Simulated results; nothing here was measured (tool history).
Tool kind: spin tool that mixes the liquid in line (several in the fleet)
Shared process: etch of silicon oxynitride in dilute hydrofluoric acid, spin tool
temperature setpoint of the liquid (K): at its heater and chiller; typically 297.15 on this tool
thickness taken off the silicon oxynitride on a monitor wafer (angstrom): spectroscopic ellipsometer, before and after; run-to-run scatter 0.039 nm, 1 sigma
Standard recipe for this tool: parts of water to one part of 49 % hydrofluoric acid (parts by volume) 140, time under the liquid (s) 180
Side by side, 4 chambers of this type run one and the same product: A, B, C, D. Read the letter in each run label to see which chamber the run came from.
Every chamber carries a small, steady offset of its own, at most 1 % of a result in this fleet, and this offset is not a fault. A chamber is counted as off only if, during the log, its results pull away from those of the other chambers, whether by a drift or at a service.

run    day  temperature setpoint of the liquid (K)  parts of water to one part of 49 % hydrofluoric acid (parts by volume)  time under the liquid (s)  read-back film thickness of the silicon oxynitride reference wafer, read on the same gauge (nm)  thickness taken off the silicon oxynitride on a monitor wafer (angstrom)
 1C  0.312                                  297.15                                                                     140                        180                                                                                              110                                                                    29.957
 2A  0.571                                  297.15                                                                     140                        180                                                                                           110.01                                                                    29.157
     0.667  -- chamber B: thermometer replaced
 3D  0.792                                  297.15                                                                     140                        180                                                                                              110                                                                    29.012
 4B  1.192                                  297.15                                                                     140                        180                                                                                           109.99                                                                     28.99
 5A  1.492                                  297.15                                                                     140                        180                                                                                           109.99                                                                    29.172
 6B  1.821                                  297.15                                                                     140                        180                                                                                           109.99                                                                    29.133
 7D  2.308                                  297.15                                                                     140                        180                                                                                           110.02                                                                    28.475
 8C  2.588                                  297.15                                                                     140                        180                                                                                           110.01                                                                    29.592
 9B  2.867                                  297.15                                                                     140                        180                                                                                           110.01                                                                    28.722
10A  3.129                                  297.15                                                                     140                        180                                                                                           109.98                                                                    29.122
11C  3.404                                  297.15                                                                     140                        180                                                                                              110                                                                    30.107
12D  3.875                                  297.15                                                                     140                        180                                                                                           110.02                                                                    28.842
13A  4.129                                  297.15                                                                     140                        180                                                                                              110                                                                    30.137
14B  4.512                                  297.15                                                                     140                        180                                                                                           110.03                                                                     28.96
15C  4.988                                  294.65                                                                     140                        180                                                                                           109.97                                                                     26.05
16D  5.446                                  294.65                                                                     140                        180                                                                                           110.01                                                                     25.81
17B  5.721                                  294.65                                                                     140                        180                                                                                           110.01                                                                    25.948
18D   6.05                                  294.65                                                                     140                        180                                                                                           110.01                                                                    25.225
19C  6.533                                  297.15                                                                     140                        180                                                                                           110.01                                                                    28.662
20A  6.896                                  297.15                                                                     140                        180                                                                                           110.01                                                                    31.234
21A  7.267                                  297.15                                                                     140                        180                                                                                              110                                                                    30.987
22C  7.729                                  297.15                                                                     140                        180                                                                                           110.02                                                                    28.973
23D  8.221                                  297.15                                                                     140                        180                                                                                              110                                                                    29.143
24B  8.571                                  295.15                                                                     140                        180                                                                                              110                                                                    26.455
25C  9.071                                  295.15                                                                     140                        180                                                                                              110                                                                    26.131
26A  9.492                                  295.15                                                                     140                        180                                                                                              110                                                                    28.746

Next, every chamber runs the same settings. What will each give?
27A  9.85                                  299.15                                                                     140                        180                                                                                                                                                                          ?
27B  9.85                                  299.15                                                                     140                        180                                                                                                                                                                          ?
27C  9.85                                  299.15                                                                     140                        180                                                                                                                                                                          ?
27D  9.85                                  299.15                                                                     140                        180                                                                                                                                                                          ?

run  thickness taken off the silicon oxynitride on a monitor wafer (angstrom)
27A                                                                    34.767
27B                                                                    31.386
27C                                                                    32.498
27D                                                                    31.135
